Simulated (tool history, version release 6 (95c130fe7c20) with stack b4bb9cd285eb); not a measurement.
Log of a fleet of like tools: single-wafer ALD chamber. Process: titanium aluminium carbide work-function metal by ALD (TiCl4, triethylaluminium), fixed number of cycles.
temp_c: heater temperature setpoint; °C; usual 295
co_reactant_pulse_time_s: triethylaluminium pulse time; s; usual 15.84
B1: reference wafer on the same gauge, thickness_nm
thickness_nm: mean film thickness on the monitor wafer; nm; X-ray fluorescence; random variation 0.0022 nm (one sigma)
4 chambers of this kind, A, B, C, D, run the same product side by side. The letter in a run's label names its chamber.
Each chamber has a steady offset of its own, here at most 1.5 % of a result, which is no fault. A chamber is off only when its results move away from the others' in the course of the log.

{"run": "1C", "hour": 2.8, "temp_c": 295, "co_reactant_pulse_time_s": 15.84, "B1": 2.2799, "thickness_nm": 2.0224}
{"run": "2D", "hour": 6.4, "temp_c": 295, "co_reactant_pulse_time_s": 15.84, "B1": 2.2795, "thickness_nm": 2.0394}
{"run": "3A", "hour": 10.2, "temp_c": 295, "co_reactant_pulse_time_s": 15.84, "B1": 2.2785, "thickness_nm": 2.0003}
{"run": "4B", "hour": 14.4, "temp_c": 295, "co_reactant_pulse_time_s": 15.84, "B1": 2.2797, "thickness_nm": 1.9994}
{"hour": 15.6, "done": "chamber C: triethylaluminium bottle replaced"}
{"run": "5A", "hour": 16.5, "temp_c": 295, "co_reactant_pulse_time_s": 15.84, "B1": 2.2789, "thickness_nm": 1.9999}
{"run": "6D", "hour": 20.3, "temp_c": 295, "co_reactant_pulse_time_s": 15.84, "B1": 2.2774, "thickness_nm": 2.0365}
{"run": "7B", "hour": 23.7, "temp_c": 295, "co_reactant_pulse_time_s": 15.84, "B1": 2.2773, "thickness_nm": 2.0011}
{"run": "8C", "hour": 26.3, "temp_c": 295, "co_reactant_pulse_time_s": 15.84, "B1": 2.278, "thickness_nm": 2.0175}
{"hour": 27.8, "done": "chamber A: thermocouple changed; heater temperature recalibrated"}
{"run": "9D", "hour": 28.4, "temp_c": 295, "co_reactant_pulse_time_s": 13.7, "B1": 2.2769, "thickness_nm": 2.0296}
{"run": "10C", "hour": 32.0, "temp_c": 295, "co_reactant_pulse_time_s": 13.7, "B1": 2.277, "thickness_nm": 2.0074}
{"run": "11B", "hour": 35.4, "temp_c": 295, "co_reactant_pulse_time_s": 13.7, "B1": 2.2774, "thickness_nm": 1.9921}
{"run": "12A", "hour": 39.0, "temp_c": 295, "co_reactant_pulse_time_s": 13.7, "B1": 2.2768, "thickness_nm": 1.9856}
{"run": "13D", "hour": 42.4, "temp_c": 295, "co_reactant_pulse_time_s": 15.84, "B1": 2.2766, "thickness_nm": 2.0373}
{"run": "14C", "hour": 45.8, "temp_c": 295, "co_reactant_pulse_time_s": 15.84, "B1": 2.2761, "thickness_nm": 2.0128}
{"run": "15B", "hour": 48.7, "temp_c": 295, "co_reactant_pulse_time_s": 15.84, "B1": 2.2761, "thickness_nm": 1.9998}
{"run": "16A", "hour": 52.5, "temp_c": 295, "co_reactant_pulse_time_s": 15.84, "B1": 2.2753, "thickness_nm": 1.9993}
{"run": "17C", "hour": 54.4, "temp_c": 295, "co_reactant_pulse_time_s": 20.8, "B1": 2.2755, "thickness_nm": 2.0233}
{"run": "18B", "hour": 56.4, "temp_c": 295, "co_reactant_pulse_time_s": 20.8, "B1": 2.2759, "thickness_nm": 2.0092}
{"run": "19A", "hour": 58.5, "temp_c": 295, "co_reactant_pulse_time_s": 20.8, "B1": 2.2753, "thickness_nm": 2.002}
{"run": "20D", "hour": 62.4, "temp_c": 295, "co_reactant_pulse_time_s": 20.8, "B1": 2.2749, "thickness_nm": 2.0445}
{"run": "21A", "hour": 66.2, "temp_c": 295, "co_reactant_pulse_time_s": 15.84, "B1": 2.2748, "thickness_nm": 1.9929}
{"run": "22C", "hour": 69.5, "temp_c": 295, "co_reactant_pulse_time_s": 15.84, "B1": 2.2735, "thickness_nm": 2.0162}
{"run": "23B", "hour": 71.9, "temp_c": 309, "co_reactant_pulse_time_s": 10.51, "B1": 2.2744, "thickness_nm": 2.069}
{"run": "24D", "hour": 76.1, "temp_c": 309, "co_reactant_pulse_time_s": 10.51, "B1": 2.2737, "thickness_nm": 2.1076}
{"run": "25B", "hour": 80.4, "temp_c": 309, "co_reactant_pulse_time_s": 10.51, "B1": 2.2738, "thickness_nm": 2.0741}
{"run": "26D", "hour": 83.4, "temp_c": 309, "co_reactant_pulse_time_s": 10.51, "B1": 2.2734, "thickness_nm": 2.1092}
{"run": "27A", "hour": 87.0, "temp_c": 295, "co_reactant_pulse_time_s": 15.84, "B1": 2.2725, "thickness_nm": 1.9948}
{"run": "28C", "hour": 89.3, "temp_c": 295, "co_reactant_pulse_time_s": 15.84, "B1": 2.2727, "thickness_nm": 2.0121}
{"run": "29B", "hour": 91.3, "temp_c": 295, "co_reactant_pulse_time_s": 21.31, "B1": 2.2725, "thickness_nm": 2.0031}
{"run": "30A", "hour": 93.6, "temp_c": 295, "co_reactant_pulse_time_s": 21.31, "B1": 2.2723, "thickness_nm": 2.003}
{"run": "31C", "hour": 97.4, "temp_c": 295, "co_reactant_pulse_time_s": 21.31, "B1": 2.2718, "thickness_nm": 2.0186}
{"run": "32D", "hour": 101.2, "temp_c": 295, "co_reactant_pulse_time_s": 21.31, "B1": 2.2717, "thickness_nm": 2.0417}
{"run": "33C", "hour": 105.2, "temp_c": 295, "co_reactant_pulse_time_s": 15.84, "B1": 2.2716, "thickness_nm": 2.0157}
{"run": "34A", "hour": 108.7, "temp_c": 295, "co_reactant_pulse_time_s": 15.84, "B1": 2.271, "thickness_nm": 1.9884}
{"run": "35D", "hour": 112.3, "temp_c": 302, "co_reactant_pulse_time_s": 12.67, "B1": 2.2702, "thickness_nm": 2.0742}
{"run": "36B", "hour": 115.4, "temp_c": 302, "co_reactant_pulse_time_s": 12.67, "B1": 2.2706, "thickness_nm": 2.0383}
{"run": "37A", "hour": 118.2, "temp_c": 302, "co_reactant_pulse_time_s": 12.67, "B1": 2.2705, "thickness_nm": 2.0379}
{"run": "38D", "hour": 120.8, "temp_c": 302, "co_reactant_pulse_time_s": 12.67, "B1": 2.2704, "thickness_nm": 2.0763}

Next, every chamber runs the same settings. What will each give?
{"run": "39A", "hour": 123.9, "temp_c": 295, "co_reactant_pulse_time_s": 11.89, "thickness_nm": "?"}
{"run": "39B", "hour": 123.9, "temp_c": 295, "co_reactant_pulse_time_s": 11.89, "thickness_nm": "?"}
{"run": "39C", "hour": 123.9, "temp_c": 295, "co_reactant_pulse_time_s": 11.89, "thickness_nm": "?"}
{"run": "39D", "hour": 123.9, "temp_c": 295, "co_reactant_pulse_time_s": 11.89, "thickness_nm": "?"}

run=39A thickness_nm=1.9634
run=39B thickness_nm=1.9683
run=39C thickness_nm=1.9841
run=39D thickness_nm=2.0064
